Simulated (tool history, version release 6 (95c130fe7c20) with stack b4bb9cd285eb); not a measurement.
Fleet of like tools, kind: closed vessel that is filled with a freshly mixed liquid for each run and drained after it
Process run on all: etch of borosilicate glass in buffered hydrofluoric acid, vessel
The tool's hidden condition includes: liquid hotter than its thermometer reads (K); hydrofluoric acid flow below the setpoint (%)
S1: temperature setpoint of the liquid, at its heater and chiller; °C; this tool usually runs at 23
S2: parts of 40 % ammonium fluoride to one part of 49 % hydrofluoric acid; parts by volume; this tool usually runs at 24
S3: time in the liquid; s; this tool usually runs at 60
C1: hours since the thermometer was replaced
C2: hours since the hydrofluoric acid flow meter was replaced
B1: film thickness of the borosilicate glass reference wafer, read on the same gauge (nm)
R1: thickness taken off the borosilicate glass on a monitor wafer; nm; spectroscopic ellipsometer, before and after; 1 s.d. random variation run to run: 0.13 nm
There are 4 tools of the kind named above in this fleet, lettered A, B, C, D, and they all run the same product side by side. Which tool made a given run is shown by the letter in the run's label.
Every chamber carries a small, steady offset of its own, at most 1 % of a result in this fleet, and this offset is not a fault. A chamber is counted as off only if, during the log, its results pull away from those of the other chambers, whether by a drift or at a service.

run    day    S1  S2  S3      C1      C2      B1      R1
 1B  0.183    23  24  60  1910.8   732.7  120.02  31.784
 2A  0.358    23  24  60  1190.8  1590.8  120.01  31.918
 3C  0.592    23  24  60  1707.1    18.7     120  32.014
 4D  0.808    23  24  60  1102.4   439.5  120.01  31.286
 5B  0.988    19  24  30  1930.1     752  119.95  12.775
 6C  1.104    19  24  30  1719.4      31  119.99  12.838
 7D  1.312    19  24  30  1114.5   451.6     120   12.51
 8A  1.446    19  24  30  1216.9  1616.9  120.01  12.761
 9B  1.567    23  24  60    1944   765.9  120.01  31.592
     1.721  -- chamber B: thermometer replaced
10D  1.725    23  24  60  1124.4   461.5     120  31.491
11A  1.908    23  24  60    1228    1628  120.03  31.701
12C  2.117  27.5  24  60  1743.7    55.3  120.02  40.556
13C  2.238  27.5  24  60  1746.6    58.2     120   40.59
14B  2.458  27.5  24  60    17.7   787.3  119.99  40.154
15D  2.579  27.5  24  60  1144.9     482  119.98  40.305
     2.604  -- chamber C: thermometer replaced
16A  2.812    23  24  60  1249.7  1649.7  120.01  31.895
17C  3.042    23  24  60    10.5    77.5     120  31.749
18D  3.225    23  24  60  1160.4   497.5  120.02  31.566
19A  3.388    23  24  60  1263.5  1663.5  120.01  31.417
     3.467  -- chamber A: hydrofluoric acid flow meter replaced
20B  3.604    23  24  60    45.2   814.8  120.01  31.469
21B   3.75    23  24  60    48.7   818.3  119.99   31.31
22A  3.896  19.5  24  85  1275.7    10.3  120.02  37.257
23C  4.079  19.5  24  85    35.4   102.4  120.02  37.237
24D  4.192  19.5  24  85  1183.6   520.7     120  37.046
25C  4.333  19.5  24  85    41.5   108.5  120.03  37.287
26D  4.521    23  24  60  1191.5   528.6  120.02   32.04
27B  4.758    23  24  60    72.9   842.5  120.01  31.542
28A  4.942    23  24  60  1300.8    35.4  120.01  31.622
29B  5.046    23  24  75    79.8   849.4  119.97  39.561
30D  5.254    23  24  75  1209.1   546.2  119.98  40.038
31C  5.404    23  24  75    67.2   134.2  119.95  39.851
32A  5.508    23  24  75  1314.4      49  119.97  39.697
33D  5.733  19.5  27  60  1220.6   557.7  120.01  24.431
34B  5.921  19.5  27  60   100.8   870.4  120.01  23.911
35C  6.142  19.5  27  60    84.9   151.9  120.03  24.123
36A  6.379  19.5  27  60  1335.3    69.9  119.99  24.214
37B    6.5    23  24  60   114.7   884.3     120  31.455

All 4 chambers run these settings next. Forecast each chamber's results:
38A  6.671  23  24  60               ?
38B  6.671  23  24  60               ?
38C  6.671  23  24  60               ?
38D  6.671  23  24  60               ?

run      R1
38A  31.861
38B  31.572
38C  31.834
38D  32.512
